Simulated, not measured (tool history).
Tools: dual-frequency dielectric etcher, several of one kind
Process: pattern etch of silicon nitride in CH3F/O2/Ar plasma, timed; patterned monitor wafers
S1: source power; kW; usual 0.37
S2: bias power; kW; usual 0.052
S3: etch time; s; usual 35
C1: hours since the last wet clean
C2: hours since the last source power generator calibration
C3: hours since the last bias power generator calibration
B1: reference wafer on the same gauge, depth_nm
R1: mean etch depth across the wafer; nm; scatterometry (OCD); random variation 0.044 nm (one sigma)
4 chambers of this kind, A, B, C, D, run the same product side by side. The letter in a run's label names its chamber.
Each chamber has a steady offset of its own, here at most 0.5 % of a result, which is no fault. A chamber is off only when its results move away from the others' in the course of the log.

{"run": "1C", "hour": 6.7, "S1": 0.37, "S2": 0.052, "S3": 35, "C1": 520.1, "C2": 2075.6, "C3": 1074.4, "B1": 23.903, "R1": 21.448}
{"run": "2D", "hour": 12.4, "S1": 0.37, "S2": 0.052, "S3": 35, "C1": 413.3, "C2": 114.8, "C3": 1783.4, "B1": 23.917, "R1": 21.397}
{"run": "3A", "hour": 16.7, "S1": 0.37, "S2": 0.052, "S3": 35, "C1": 109, "C2": 215.7, "C3": 1896.6, "B1": 23.905, "R1": 21.531}
{"hour": 20.8, "done": "chamber D: wet clean of the chamber"}
{"run": "4B", "hour": 23.7, "S1": 0.37, "S2": 0.052, "S3": 35, "C1": 116.6, "C2": 4379, "C3": 1016.4, "B1": 23.903, "R1": 21.235}
{"run": "5A", "hour": 28.7, "S1": 0.37, "S2": 0.052, "S3": 35, "C1": 121, "C2": 227.7, "C3": 1908.6, "B1": 23.878, "R1": 21.38}
{"run": "6C", "hour": 36.2, "S1": 0.37, "S2": 0.052, "S3": 35, "C1": 549.6, "C2": 2105.1, "C3": 1103.9, "B1": 23.91, "R1": 21.358}
{"run": "7B", "hour": 41.2, "S1": 0.37, "S2": 0.052, "S3": 35, "C1": 134.1, "C2": 4396.5, "C3": 1033.9, "B1": 23.902, "R1": 21.32}
{"hour": 47.3, "done": "chamber C: wet clean of the chamber"}
{"run": "8D", "hour": 47.7, "S1": 0.37, "S2": 0.052, "S3": 35, "C1": 27, "C2": 150.1, "C3": 1818.7, "B1": 23.902, "R1": 21.35}
{"run": "9D", "hour": 54.5, "S1": 0.37, "S2": 0.052, "S3": 35, "C1": 33.8, "C2": 156.9, "C3": 1825.5, "B1": 23.899, "R1": 21.321}
{"run": "10C", "hour": 60.8, "S1": 0.37, "S2": 0.052, "S3": 35, "C1": 13.6, "C2": 2129.7, "C3": 1128.5, "B1": 23.897, "R1": 21.404}
{"run": "11A", "hour": 64.3, "S1": 0.37, "S2": 0.052, "S3": 35, "C1": 156.6, "C2": 263.3, "C3": 1944.2, "B1": 23.91, "R1": 21.499}
{"run": "12B", "hour": 68.7, "S1": 0.31, "S2": 0.052, "S3": 35, "C1": 161.6, "C2": 4424, "C3": 1061.4, "B1": 23.914, "R1": 19.883}
{"run": "13B", "hour": 73.6, "S1": 0.31, "S2": 0.052, "S3": 35, "C1": 166.5, "C2": 4428.9, "C3": 1066.3, "B1": 23.896, "R1": 19.869}
{"run": "14A", "hour": 77.2, "S1": 0.31, "S2": 0.052, "S3": 35, "C1": 169.5, "C2": 276.2, "C3": 1957.1, "B1": 23.897, "R1": 20.112}
{"run": "15D", "hour": 82.7, "S1": 0.31, "S2": 0.052, "S3": 35, "C1": 62, "C2": 185.1, "C3": 1853.7, "B1": 23.906, "R1": 19.902}
{"run": "16C", "hour": 86.0, "S1": 0.37, "S2": 0.052, "S3": 35, "C1": 38.8, "C2": 2154.9, "C3": 1153.7, "B1": 23.902, "R1": 21.368}
{"run": "17D", "hour": 92.7, "S1": 0.37, "S2": 0.052, "S3": 35, "C1": 72, "C2": 195.1, "C3": 1863.7, "B1": 23.898, "R1": 21.347}
{"run": "18B", "hour": 98.4, "S1": 0.37, "S2": 0.052, "S3": 35, "C1": 191.3, "C2": 4453.7, "C3": 1091.1, "B1": 23.901, "R1": 21.278}
{"run": "19A", "hour": 105.7, "S1": 0.37, "S2": 0.052, "S3": 35, "C1": 198, "C2": 304.7, "C3": 1985.6, "B1": 23.899, "R1": 21.493}
{"run": "20C", "hour": 111.3, "S1": 0.37, "S2": 0.052, "S3": 35, "C1": 64.1, "C2": 2180.2, "C3": 1179, "B1": 23.895, "R1": 21.347}
{"run": "21A", "hour": 115.4, "S1": 0.33, "S2": 0.058, "S3": 35, "C1": 207.7, "C2": 314.4, "C3": 1995.3, "B1": 23.891, "R1": 21.358}
{"run": "22D", "hour": 121.4, "S1": 0.33, "S2": 0.058, "S3": 35, "C1": 100.7, "C2": 223.8, "C3": 1892.4, "B1": 23.897, "R1": 21.224}
{"run": "23C", "hour": 127.9, "S1": 0.33, "S2": 0.058, "S3": 35, "C1": 80.7, "C2": 2196.8, "C3": 1195.6, "B1": 23.894, "R1": 21.139}
{"run": "24B", "hour": 134.9, "S1": 0.33, "S2": 0.058, "S3": 35, "C1": 227.8, "C2": 4490.2, "C3": 1127.6, "B1": 23.908, "R1": 21.041}
{"run": "25D", "hour": 138.6, "S1": 0.29, "S2": 0.057, "S3": 35, "C1": 117.9, "C2": 241, "C3": 1909.6, "B1": 23.904, "R1": 20.071}
{"run": "26C", "hour": 145.6, "S1": 0.29, "S2": 0.057, "S3": 35, "C1": 98.4, "C2": 2214.5, "C3": 1213.3, "B1": 23.908, "R1": 20.086}
{"run": "27B", "hour": 153.0, "S1": 0.29, "S2": 0.057, "S3": 35, "C1": 245.9, "C2": 4508.3, "C3": 1145.7, "B1": 23.899, "R1": 20.028}
{"run": "28A", "hour": 160.5, "S1": 0.29, "S2": 0.057, "S3": 35, "C1": 252.8, "C2": 359.5, "C3": 2040.4, "B1": 23.897, "R1": 20.152}

All 4 chambers run these settings next. Forecast each chamber's results:
{"run": "29A", "hour": 166.0, "S1": 0.4, "S2": 0.052, "S3": 35, "R1": "?"}
{"run": "29B", "hour": 166.0, "S1": 0.4, "S2": 0.052, "S3": 35, "R1": "?"}
{"run": "29C", "hour": 166.0, "S1": 0.4, "S2": 0.052, "S3": 35, "R1": "?"}
{"run": "29D", "hour": 166.0, "S1": 0.4, "S2": 0.052, "S3": 35, "R1": "?"}

run=29A R1=22.159
run=29B R1=21.948
run=29C R1=22.019
run=29D R1=22.08
